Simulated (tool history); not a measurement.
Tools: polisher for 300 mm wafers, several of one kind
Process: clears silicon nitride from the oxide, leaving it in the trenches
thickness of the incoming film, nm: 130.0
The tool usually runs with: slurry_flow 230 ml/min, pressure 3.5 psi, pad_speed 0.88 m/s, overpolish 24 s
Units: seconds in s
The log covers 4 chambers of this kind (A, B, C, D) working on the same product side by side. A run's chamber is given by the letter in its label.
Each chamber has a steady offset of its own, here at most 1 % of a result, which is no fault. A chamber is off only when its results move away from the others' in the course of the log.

run	hour	slurry_flow	pressure	pad_speed	overpolish	wafers polished on this pad	hours since the slurry nozzle was cleaned	hours since the head pressure was calibrated	seconds
1B	8.2	230	3.5	0.88	24	200	372.2	361.6	154.27
2D	20.5	230	3.5	0.88	24	738	32.3	597.4	153.47
# hour 22.5: chamber D: head pressure recalibrated
3C	33.1	230	3.5	0.88	24	779	491.5	631.8	155.79
4A	41.3	230	3.5	0.88	24	1228	175.3	392.4	156.60
5C	54.5	230	3.5	0.88	24	934	512.9	653.2	153.28
# hour 68.1: chamber C: worn pad replaced by a new one
# hour 68.6: chamber C: head pressure recalibrated
6B	69.1	230	3.5	0.88	24	642	433.1	422.5	156.99
# hour 75.9: chamber A: worn pad replaced by a new one
7A	81.6	230	3.5	0.88	24	41	215.6	432.7	153.45
8D	89.8	230	3.5	0.88	24	1241	101.6	67.3	156.41
# hour 93.4: chamber D: worn pad replaced by a new one
9B	99.4	230	2.4	0.88	13	862	463.4	452.8	228.18
10C	105.9	230	2.4	0.88	13	275	564.3	37.4	226.11
# hour 108.3: chamber B: head pressure recalibrated
11A	112.5	230	2.4	0.88	13	266	246.5	463.6	223.46
12D	126.0	230	2.4	0.88	13	236	137.8	103.5	221.79
# hour 128.9: chamber B: worn pad replaced by a new one
13D	137.3	230	3.5	0.88	24	318	149.1	114.8	156.04
14A	146.2	230	2.6	0.88	24	510	280.2	497.3	208.72
15B	153.9	230	2.6	0.88	24	182	517.9	45.7	213.55
16C	166.6	230	2.6	0.88	24	715	625.0	98.1	207.93
17B	175.6	230	2.6	0.88	24	339	539.6	67.4	207.66
18C	189.3	230	3.5	0.88	24	880	647.7	120.8	154.41
19D	200.0	230	3.5	0.88	24	774	211.8	177.5	156.79
20A	213.0	230	3.5	0.88	24	995	347.0	564.1	155.54
# hour 218.3: chamber C: worn pad replaced by a new one
21B	225.2	230	3.5	0.88	24	699	589.2	117.0	156.80
22C	236.7	230	3.5	0.88	24	134	695.1	168.2	157.16
23D	247.2	230	3.5	0.88	24	1116	259.0	224.7	156.43
24A	254.4	230	3.5	0.64	24	1296	388.4	605.5	214.14
# hour 255.5: chamber A: worn pad replaced by a new one
25C	264.7	230	3.5	0.64	24	337	723.1	196.2	214.43
26D	274.4	230	3.5	0.64	24	1314	286.2	251.9	212.81
# hour 285.3: chamber D: worn pad replaced by a new one
27B	288.6	230	3.5	0.64	24	1159	652.6	180.4	214.76
# hour 294.3: chamber B: worn pad replaced by a new one
28A	297.9	230	3.5	0.88	24	307	431.9	649.0	152.65
# hour 302.4: chamber B: slurry nozzle cleaned
29A	308.9	230	3.5	0.88	24	387	442.9	660.0	151.31
30C	318.5	230	3.5	0.88	24	727	776.9	250.0	156.01
31B	328.7	230	3.5	0.88	24	250	26.4	220.5	154.29
32D	343.4	230	3.5	0.88	24	421	355.2	320.9	155.13
# hour 347.6: chamber C: worn pad replaced by a new one
33C	354.4	230	3.5	0.88	24	49	812.8	285.9	157.41
34B	368.4	230	3.5	0.88	24	538	66.1	260.2	154.47

The same settings go to every chamber for the next run, one line per chamber below. Forecast the results for each:
35A	378.9	230	3.5	0.88	24				?
35B	378.9	230	3.5	0.88	24				?
35C	378.9	230	3.5	0.88	24				?
35D	378.9	230	3.5	0.88	24				?

run	seconds
35A	153.68
35B	154.53
35C	154.44
35D	155.43

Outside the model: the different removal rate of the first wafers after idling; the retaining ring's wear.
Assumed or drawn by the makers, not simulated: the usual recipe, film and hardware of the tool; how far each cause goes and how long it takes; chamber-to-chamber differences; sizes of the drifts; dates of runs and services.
